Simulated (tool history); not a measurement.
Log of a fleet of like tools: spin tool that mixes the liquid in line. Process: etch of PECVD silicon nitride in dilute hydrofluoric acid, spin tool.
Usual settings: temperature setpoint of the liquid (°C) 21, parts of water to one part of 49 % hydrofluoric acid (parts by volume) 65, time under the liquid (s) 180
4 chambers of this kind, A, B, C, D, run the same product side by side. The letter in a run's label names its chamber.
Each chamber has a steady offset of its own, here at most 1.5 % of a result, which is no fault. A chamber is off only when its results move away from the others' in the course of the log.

run   hour  temperature setpoint of the liquid (°C)  parts of water to one part of 49 % hydrofluoric acid (parts by volume)  time under the liquid (s)  read-back film thickness of the PECVD silicon nitride reference wafer, read on the same gauge (nm)  thickness taken off the PECVD silicon nitride on a monitor wafer (angstrom)
 1B   11.5                                       21                                                                      65                        180                                                                                              120.04                                                                       97.055
 2C   19.2                                       21                                                                      65                        180                                                                                              120.01                                                                       98.129
 3D   29.8                                       21                                                                      65                        180                                                                                              119.98                                                                       97.795
 4A   38.8                                       21                                                                      65                        180                                                                                              120.02                                                                       97.642
 5C   46.7                                       18                                                                      40                        180                                                                                              120.02                                                                       128.18
      51.1  -- chamber B: thermometer replaced
 6A   55.8                                       18                                                                      40                        180                                                                                              119.98                                                                       129.96
 7B   64.4                                       18                                                                      40                        180                                                                                              120.01                                                                       122.49
 8D   73.9                                       18                                                                      40                        180                                                                                              119.99                                                                       123.59
 9B   81.7                                       21                                                                      65                        180                                                                                              119.99                                                                       98.202
10A   93.3                                       21                                                                      65                        180                                                                                                 120                                                                       98.091
11D  101.2                                       21                                                                      65                        180                                                                                              120.02                                                                       94.004
12C  111.3                                       21                                                                      65                        180                                                                                              119.99                                                                       100.32
13D  122.2                                       21                                                                      65                        180                                                                                              120.05                                                                       92.443
14A  133.8                                       21                                                                      65                        180                                                                                              119.95                                                                        98.13
15C  145.1                                       21                                                                      65                        180                                                                                              120.01                                                                       98.838
16B  156.3                                       21                                                                      65                        180                                                                                              119.96                                                                       96.192
17C  164.8                                       21                                                                      65                        180                                                                                              119.99                                                                       98.542
18D  176.4                                       21                                                                      65                        180                                                                                              120.02                                                                        90.98
19A  186.8                                       21                                                                      65                        180                                                                                              120.03                                                                       98.182
20B  194.9                                       21                                                                      65                        180                                                                                              120.03                                                                       96.402
21D  205.2                                       21                                                                      75                        180                                                                                              120.02                                                                       77.732
22C  211.8                                       21                                                                      75                        180                                                                                              120.02                                                                       85.743
23A  219.6                                       21                                                                      75                        180                                                                                              120.01                                                                       86.353
     220.5  -- chamber B: hydrofluoric acid flow meter replaced
24B  230.6                                       21                                                                      75                        180                                                                                              120.04                                                                       84.155

What goes on in this fleet: one chamber off, a drifting gauge, or nothing beyond the chambers' own small offsets? Name the chamber and the cause, if any.

Chamber D drifts away from the others.
Cause: liquid colder than its thermometer reads (K) = 1.81.
The log may not tell that from: hydrofluoric acid flow below the setpoint (%).

Here are 4 candidates for chamber D's next run, each the usual settings with a change, their results left as question marks. Which one brings its results back in line with what the others give on the usual settings?
In line means no further than this from the other chambers' mean on the usual settings: thickness taken off the PECVD silicon nitride on a monitor wafer (angstrom) 3
25D-1  239.2                                     21.5                                                                      60                        180                                                                                                                                                                                ?
25D-2  239.2                                     21.5                                                                      65                        180                                                                                                                                                                                ?
25D-3  239.2                                     20.5                                                                      65                        180                                                                                                                                                                                ?
25D-4  239.2                                     20.5                                                                      65                        165                                                                                                                                                                                ?

The other chambers' mean on the usual settings: thickness taken off the PECVD silicon nitride on a monitor wafer (angstrom) 98.424
  run  thickness taken off the PECVD silicon nitride on a monitor wafer (angstrom)
25D-1                                                                       97.738
25D-2                                                                       90.407
25D-3                                                                       84.221
25D-4                                                                       77.203
25D-1 brings the chamber back in line.
